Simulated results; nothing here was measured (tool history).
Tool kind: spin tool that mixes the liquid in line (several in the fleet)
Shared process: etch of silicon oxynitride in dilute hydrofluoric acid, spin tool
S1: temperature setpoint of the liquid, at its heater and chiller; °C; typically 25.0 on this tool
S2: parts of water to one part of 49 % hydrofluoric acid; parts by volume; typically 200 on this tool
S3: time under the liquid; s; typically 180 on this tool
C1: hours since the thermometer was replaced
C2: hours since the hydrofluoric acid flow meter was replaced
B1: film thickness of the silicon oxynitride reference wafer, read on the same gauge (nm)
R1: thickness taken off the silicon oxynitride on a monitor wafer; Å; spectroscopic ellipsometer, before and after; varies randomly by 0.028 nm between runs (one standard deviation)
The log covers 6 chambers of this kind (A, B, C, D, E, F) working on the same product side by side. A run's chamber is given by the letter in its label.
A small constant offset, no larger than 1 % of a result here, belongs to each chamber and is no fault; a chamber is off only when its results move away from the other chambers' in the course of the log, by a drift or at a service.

run	hour	S1	S2	S3	C1	C2	B1	R1
1E	2.4	25.0	200	180	351.3	652.2	70.020	36.886
2C	5.3	25.0	200	180	344.5	340.6	69.982	37.339
3F	8.1	25.0	200	180	204.2	66.3	69.990	37.540
4B	10.0	25.0	200	180	130.2	464.2	70.006	37.855
5A	12.1	25.0	275	180	1013.9	479.0	69.977	25.708
6D	14.1	25.0	275	180	1216.7	607.4	70.029	25.404
7C	16.4	25.0	275	180	355.6	351.7	69.972	25.542
8B	20.3	25.0	275	180	140.5	474.5	69.995	25.772
9A	24.1	25.0	275	180	1025.9	491.0	70.005	25.389
10D	27.6	25.0	275	180	1230.2	620.9	69.953	25.330
11E	30.8	25.0	200	180	379.7	680.6	70.051	37.682
12F	33.0	25.0	200	180	229.1	91.2	69.976	37.454
13C	37.2	25.0	200	180	376.4	372.5	70.003	38.269
14D	40.4	25.0	200	180	1243.0	633.7	70.025	36.929
15A	43.3	25.0	200	180	1045.1	510.2	69.972	37.005
16E	46.2	25.0	200	180	395.1	696.0	69.987	37.615
17F	48.3	25.0	200	180	244.4	106.5	70.026	37.790
18B	50.1	25.0	200	180	170.3	504.3	69.989	37.199
19E	52.6	21.5	135	180	401.5	702.4	70.005	49.125
20A	56.4	21.5	135	180	1058.2	523.3	69.964	49.312
21F	58.8	21.5	135	180	254.9	117.0	69.978	48.912
22C	60.7	21.5	135	180	399.9	396.0	70.048	51.568
23B	63.8	21.5	135	180	184.0	518.0	70.002	50.096
24D	68.0	21.5	135	180	1270.6	661.3	69.966	49.404
25F	69.9	25.0	200	180	266.0	128.1	69.989	37.235
26E	71.8	25.0	200	180	420.7	721.6	69.961	37.518
27C	75.6	25.0	200	180	414.8	410.9	70.011	39.108
28A	79.1	21.0	200	85	1080.9	546.0	70.025	14.845
29D	81.0	21.0	200	85	1283.6	674.3	70.064	14.615
30B	85.0	21.0	200	85	205.2	539.2	69.986	14.790
31D	87.2	21.0	200	85	1289.8	680.5	69.983	14.673
32E	90.2	21.0	200	85	439.1	740.0	69.934	14.719
33F	94.4	21.0	200	85	290.5	152.6	69.966	14.634
34C	97.1	25.0	200	180	436.3	432.4	70.004	39.829
35B	100.0	25.0	200	180	220.2	554.2	70.002	37.573
36A	102.7	25.0	200	180	1104.5	569.6	69.997	37.141

For the next run the whole fleet of 6 chambers uses the same settings. Give each chamber's results:
37A	105.8	25.0	200	180				?
37B	105.8	25.0	200	180				?
37C	105.8	25.0	200	180				?
37D	105.8	25.0	200	180				?
37E	105.8	25.0	200	180				?
37F	105.8	25.0	200	180				?

run	R1
37A	37.460
37B	37.202
37C	40.373
37D	37.114
37E	37.166
37F	37.865
